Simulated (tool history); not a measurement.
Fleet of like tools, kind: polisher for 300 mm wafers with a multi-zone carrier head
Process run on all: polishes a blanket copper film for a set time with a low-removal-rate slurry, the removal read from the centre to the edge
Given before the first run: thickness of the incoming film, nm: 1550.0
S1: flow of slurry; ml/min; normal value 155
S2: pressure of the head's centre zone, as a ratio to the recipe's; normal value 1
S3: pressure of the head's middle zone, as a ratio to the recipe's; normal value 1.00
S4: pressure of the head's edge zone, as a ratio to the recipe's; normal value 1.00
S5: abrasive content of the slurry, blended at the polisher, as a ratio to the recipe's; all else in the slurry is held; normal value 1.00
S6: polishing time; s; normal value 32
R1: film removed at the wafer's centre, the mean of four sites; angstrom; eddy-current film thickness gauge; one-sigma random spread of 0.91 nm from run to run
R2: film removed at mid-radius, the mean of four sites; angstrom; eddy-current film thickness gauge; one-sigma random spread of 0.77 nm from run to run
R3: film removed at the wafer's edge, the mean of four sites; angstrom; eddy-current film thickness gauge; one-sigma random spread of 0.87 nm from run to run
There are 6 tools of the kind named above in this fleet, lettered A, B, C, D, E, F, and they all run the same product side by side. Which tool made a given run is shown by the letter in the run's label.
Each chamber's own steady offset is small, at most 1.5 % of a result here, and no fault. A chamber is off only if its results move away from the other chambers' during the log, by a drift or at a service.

Run 1B, hour 10.3: usual settings. Result: R1 944.91 angstrom, R2 974.81 angstrom, R3 994.39 angstrom.
At hour 11.8: chamber B: centre zone pressure recalibrated.
Run 2C, hour 18.9: usual settings. Result: R1 983.10 angstrom, R2 961.68 angstrom, R3 971.57 angstrom.
At hour 27.5: chamber A: worn pad replaced by a new one.
Run 3F, hour 28.6: usual settings. Result: R1 981.80 angstrom, R2 961.25 angstrom, R3 961.94 angstrom.
At hour 31.8: chamber D: worn pad replaced by a new one.
Run 4E, hour 36.9: usual settings. Result: R1 964.55 angstrom, R2 983.14 angstrom, R3 966.99 angstrom.
Run 5D, hour 42.9: usual settings. Result: R1 951.88 angstrom, R2 968.91 angstrom, R3 969.00 angstrom.
At hour 44.4: chamber B: worn pad replaced by a new one.
At hour 48.5: chamber F: worn pad replaced by a new one.
Run 6A, hour 52.6: usual settings. Result: R1 985.09 angstrom, R2 975.42 angstrom, R3 1000.30 angstrom.
At hour 57.3: chamber A: slurry nozzle cleaned.
Run 7D, hour 58.2: usual settings. Result: R1 955.82 angstrom, R2 961.49 angstrom, R3 962.70 angstrom.
At hour 63.5: chamber E: worn pad replaced by a new one.
Run 8E, hour 69.4: usual settings. Result: R1 983.47 angstrom, R2 978.77 angstrom, R3 982.19 angstrom.
Run 9B, hour 78.6: usual settings. Result: R1 960.26 angstrom, R2 967.48 angstrom, R3 982.36 angstrom.
At hour 81.8: chamber B: edge zone pressure recalibrated.
Run 10F, hour 83.9: usual settings. Result: R1 965.41 angstrom, R2 968.72 angstrom, R3 976.78 angstrom.
Run 11C, hour 89.6: usual settings but S3 0.95. Result: R1 985.21 angstrom, R2 933.10 angstrom, R3 970.10 angstrom.
At hour 95.4: chamber B: slurry nozzle cleaned.
At hour 98.3: chamber C: worn pad replaced by a new one.
Run 12A, hour 99.2: usual settings but S3 0.95. Result: R1 973.91 angstrom, R2 919.86 angstrom, R3 995.37 angstrom.
At hour 102.0: chamber A: worn pad replaced by a new one.
At hour 107.9: chamber F: slurry nozzle cleaned.
Run 13C, hour 108.0: usual settings but S3 0.95. Result: R1 978.89 angstrom, R2 914.55 angstrom, R3 973.98 angstrom.
Run 14A, hour 116.0: usual settings but S3 0.95. Result: R1 960.53 angstrom, R2 921.65 angstrom, R3 991.39 angstrom.
Run 15B, hour 121.8: usual settings but S3 0.95. Result: R1 953.81 angstrom, R2 927.04 angstrom, R3 985.99 angstrom.
Run 16F, hour 127.6: usual settings but S3 0.95. Result: R1 969.51 angstrom, R2 914.99 angstrom, R3 958.85 angstrom.
Run 17E, hour 138.8: usual settings. Result: R1 958.52 angstrom, R2 987.94 angstrom, R3 977.77 angstrom.
Run 18D, hour 144.8: usual settings but S4 1.07. Result: R1 957.74 angstrom, R2 980.91 angstrom, R3 1024.30 angstrom.
At hour 145.1: chamber B: worn pad replaced by a new one.
Run 19A, hour 151.3: usual settings but S4 1.07. Result: R1 988.59 angstrom, R2 954.70 angstrom, R3 1008.00 angstrom.
At hour 153.4: chamber D: slurry nozzle cleaned.
Run 20E, hour 157.5: usual settings but S4 1.07. Result: R1 968.78 angstrom, R2 985.98 angstrom, R3 990.70 angstrom.
Run 21C, hour 162.6: usual settings but S4 1.07. Result: R1 978.11 angstrom, R2 959.87 angstrom, R3 989.28 angstrom.
At hour 170.6: chamber A: worn pad replaced by a new one.
Run 22F, hour 173.2: usual settings but S4 1.07. Result: R1 984.67 angstrom, R2 990.28 angstrom, R3 1016.60 angstrom.
At hour 177.1: chamber D: worn pad replaced by a new one.
Run 23B, hour 179.8: usual settings but S4 1.07. Result: R1 964.28 angstrom, R2 970.79 angstrom, R3 1014.80 angstrom.
Run 24D, hour 189.6: usual settings. Result: R1 982.23 angstrom, R2 963.26 angstrom, R3 973.34 angstrom.
At hour 190.5: chamber E: worn pad replaced by a new one.
Run 25C, hour 197.4: usual settings. Result: R1 998.28 angstrom, R2 957.54 angstrom, R3 949.71 angstrom.
At hour 205.2: chamber F: worn pad replaced by a new one.
Run 26A, hour 207.0: usual settings. Result: R1 967.92 angstrom, R2 977.40 angstrom, R3 999.12 angstrom.
Run 27E, hour 216.8: usual settings. Result: R1 991.30 angstrom, R2 976.90 angstrom, R3 983.17 angstrom.
Run 28B, hour 224.2: usual settings. Result: R1 961.71 angstrom, R2 970.09 angstrom, R3 981.54 angstrom.
At hour 228.7: chamber C: slurry nozzle cleaned.
Run 29F, hour 229.6: usual settings. Result: R1 961.35 angstrom, R2 964.88 angstrom, R3 963.89 angstrom.
Run 30D, hour 240.4: usual settings. Result: R1 971.26 angstrom, R2 980.29 angstrom, R3 975.63 angstrom.
At hour 247.0: chamber A: worn pad replaced by a new one.
At hour 248.3: chamber B: worn pad replaced by a new one.
Run 31C, hour 249.0: usual settings but S4 1.11. Result: R1 990.41 angstrom, R2 963.92 angstrom, R3 1043.00 angstrom.
At hour 255.3: chamber A: centre zone pressure recalibrated.
Run 32D, hour 258.7: usual settings but S4 1.11. Result: R1 981.61 angstrom, R2 967.89 angstrom, R3 1031.10 angstrom.
Run 33E, hour 264.5: usual settings but S4 1.11. Result: R1 966.07 angstrom, R2 986.08 angstrom, R3 1031.60 angstrom.
At hour 273.9: chamber E: centre zone pressure recalibrated.
Run 34B, hour 275.5: usual settings but S4 1.11. Result: R1 973.56 angstrom, R2 979.63 angstrom, R3 1044.90 angstrom.
Run 35F, hour 285.7: usual settings but S4 1.11. Result: R1 977.20 angstrom, R2 970.65 angstrom, R3 1025.90 angstrom.
Run 36A, hour 295.5: usual settings but S4 1.11. Result: R1 965.27 angstrom, R2 969.80 angstrom, R3 1048.00 angstrom.
Run 37B, hour 301.2: usual settings but S4 0.91, S5 0.85. Result: R1 940.38 angstrom, R2 933.95 angstrom, R3 894.86 angstrom.
At hour 303.5: chamber E: worn pad replaced by a new one.
Run 38F, hour 306.4: usual settings but S4 0.91, S5 0.85. Result: R1 924.99 angstrom, R2 928.95 angstrom, R3 899.14 angstrom.
At hour 309.4: chamber A: worn pad replaced by a new one.
Run 39E, hour 313.7: usual settings but S4 0.91, S5 0.85. Result: R1 943.33 angstrom, R2 938.59 angstrom, R3 895.16 angstrom.
Run 40A, hour 325.1: usual settings but S4 0.91, S5 0.85. Result: R1 945.26 angstrom, R2 934.39 angstrom, R3 901.78 angstrom.

Does one chamber stand apart from the rest, does the shared gauge drift, or is all well apart from small per-chamber offsets? Give the chamber and the most likely cause, where there is one.

Nothing is wrong: each chamber keeps only its own small, steady offset and the gauge holds still.
